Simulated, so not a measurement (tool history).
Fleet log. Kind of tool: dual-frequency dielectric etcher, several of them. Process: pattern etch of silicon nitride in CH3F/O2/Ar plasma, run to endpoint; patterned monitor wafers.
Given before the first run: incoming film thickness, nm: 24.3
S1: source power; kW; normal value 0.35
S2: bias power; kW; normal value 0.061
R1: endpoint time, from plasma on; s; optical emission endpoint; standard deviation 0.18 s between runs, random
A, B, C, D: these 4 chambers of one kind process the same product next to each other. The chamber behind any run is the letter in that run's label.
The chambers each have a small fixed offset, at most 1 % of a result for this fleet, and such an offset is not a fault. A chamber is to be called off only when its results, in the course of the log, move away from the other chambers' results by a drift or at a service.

| run | hour | S1 | S2 | R1 |
|---|---|---|---|---|
| 1C | 4 | 0.35 | 0.061 | 39.152 |
| 2D | 8.6 | 0.35 | 0.061 | 39.395 |
| 3B | 15.1 | 0.35 | 0.061 | 38.923 |
| 4A | 21.9 | 0.35 | 0.061 | 39.182 |
| 5C | 27.8 | 0.35 | 0.061 | 38.992 |
| 6A | 32.2 | 0.35 | 0.061 | 39.006 |
| 7D | 37.7 | 0.35 | 0.061 | 38.858 |
| 8B | 41.3 | 0.35 | 0.061 | 39.059 |
| 9C | 46.3 | 0.35 | 0.061 | 39.594 |
| 10A | 51.4 | 0.35 | 0.061 | 39.291 |
| 11D | 57.8 | 0.35 | 0.061 | 39.153 |
| 12B | 63.4 | 0.35 | 0.061 | 39.17 |
| 13C | 67.1 | 0.35 | 0.061 | 39.657 |
| 14D | 70.1 | 0.35 | 0.061 | 39.498 |
| 15B | 74.6 | 0.35 | 0.061 | 38.685 |
| 16A | 79 | 0.35 | 0.061 | 39.326 |
| 17A | 82.1 | 0.35 | 0.061 | 39.307 |
| 18B | 88.7 | 0.35 | 0.061 | 39.304 |
| 19D | 95 | 0.35 | 0.061 | 40.181 |
|  | 99.8 | chamber B: bias power generator calibrated |
| 20C | 101.7 | 0.35 | 0.061 | 39.559 |
| 21B | 106.8 | 0.27 | 0.061 | 43.029 |
| 22D | 112.6 | 0.27 | 0.061 | 44.035 |
| 23A | 117.4 | 0.27 | 0.061 | 43.092 |
| 24C | 121.8 | 0.27 | 0.061 | 43.752 |
| 25C | 126.6 | 0.35 | 0.061 | 39.554 |
| 26B | 131.4 | 0.35 | 0.061 | 39.058 |

All 4 chambers run these settings next. Forecast each chamber's results:
| 27A | 136.3 | 0.35 | 0.048 | ? |
| 27B | 136.3 | 0.35 | 0.048 | ? |
| 27C | 136.3 | 0.35 | 0.048 | ? |
| 27D | 136.3 | 0.35 | 0.048 | ? |

| run | R1 |
|---|---|
| 27A | 42.579 |
| 27B | 42.222 |
| 27C | 42.595 |
| 27D | 43.512 |
